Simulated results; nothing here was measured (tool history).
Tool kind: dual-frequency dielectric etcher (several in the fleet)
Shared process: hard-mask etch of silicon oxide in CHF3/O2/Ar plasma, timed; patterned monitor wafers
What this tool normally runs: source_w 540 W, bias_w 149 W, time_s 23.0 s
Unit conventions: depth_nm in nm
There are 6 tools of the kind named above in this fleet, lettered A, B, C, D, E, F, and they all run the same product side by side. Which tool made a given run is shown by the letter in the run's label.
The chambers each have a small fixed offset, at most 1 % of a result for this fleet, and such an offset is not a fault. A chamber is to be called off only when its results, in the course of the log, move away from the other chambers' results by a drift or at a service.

run   hour  source_w  bias_w  time_s  read-back reference wafer on the same gauge, depth_nm  depth_nm
 1C    5.5       540     149    23.0                                                 38.593    40.821
 2A   12.1       540     149    23.0                                                 38.614    41.070
 3E   19.8       540     149    23.0                                                 38.598    41.265
 4B   26.2       540     149    23.0                                                 38.595    41.317
      27.6  -- chamber A: wet clean of the chamber
 5D   30.7       540     149    23.0                                                 38.599    40.752
 6F   37.0       540     149    23.0                                                 38.601    41.085
 7A   42.7       540     149    23.0                                                 38.607    41.319
 8F   50.9       540     149    23.0                                                 38.583    41.129
 9D   55.1       540     149    23.0                                                 38.588    40.723
10B   62.5       540     149    23.0                                                 38.594    41.218
11C   71.4       540     149    23.0                                                 38.610    40.941
12E   77.0       540     149    23.0                                                 38.593    41.169
13A   83.9       540     149    23.0                                                 38.610    41.257
14C   89.3       440     149    23.0                                                 38.605    37.723
15F   93.7       440     149    23.0                                                 38.602    38.006
16D   98.8       440     149    23.0                                                 38.597    37.458
17E  103.1       440     149    23.0                                                 38.622    38.043
18B  109.5       440     149    23.0                                                 38.613    38.065
19D  115.8       440     149    23.0                                                 38.604    37.523
20F  121.8       540     149    23.0                                                 38.593    41.240
21A  128.3       540     149    23.0                                                 38.597    41.301
22E  136.7       540     149    23.0                                                 38.603    41.133
23B  141.4       630     132    23.0                                                 38.608    42.025
24C  148.6       630     132    23.0                                                 38.583    41.517
25D  157.5       630     132    23.0                                                 38.582    41.545
26B  163.7       630     132    23.0                                                 38.594    42.048
27A  169.2       630     132    23.0                                                 38.606    42.088
     171.6  -- chamber E: wet clean of the chamber
28C  173.6       630     132    23.0                                                 38.601    41.576
29F  181.3       540     149    23.0                                                 38.632    41.062
30E  187.6       540     149    23.0                                                 38.598    41.043
31E  191.5       540     149    23.0                                                 38.581    41.140
32A  200.0       600     149    26.5                                                 38.609    49.286
33F  208.4       600     149    26.5                                                 38.626    49.415
34B  214.4       600     149    26.5                                                 38.589    49.493
35D  223.3       600     149    26.5                                                 38.601    48.727
36C  229.1       600     149    26.5                                                 38.588    48.446
37B  234.2       600     149    26.5                                                 38.584    49.347
38D  242.3       540     149    23.0                                                 38.599    40.664
39E  250.0       540     149    23.0                                                 38.622    41.084
40A  255.2       540     149    23.0                                                 38.604    41.208

The same settings go to every chamber for the next run, one line per chamber below. Forecast the results for each:
41A  261.5       540     149    23.0                                                                ?
41B  261.5       540     149    23.0                                                                ?
41C  261.5       540     149    23.0                                                                ?
41D  261.5       540     149    23.0                                                                ?
41E  261.5       540     149    23.0                                                                ?
41F  261.5       540     149    23.0                                                                ?

run  depth_nm
41A    41.209
41B    41.171
41C    40.463
41D    40.582
41E    41.027
41F    41.204
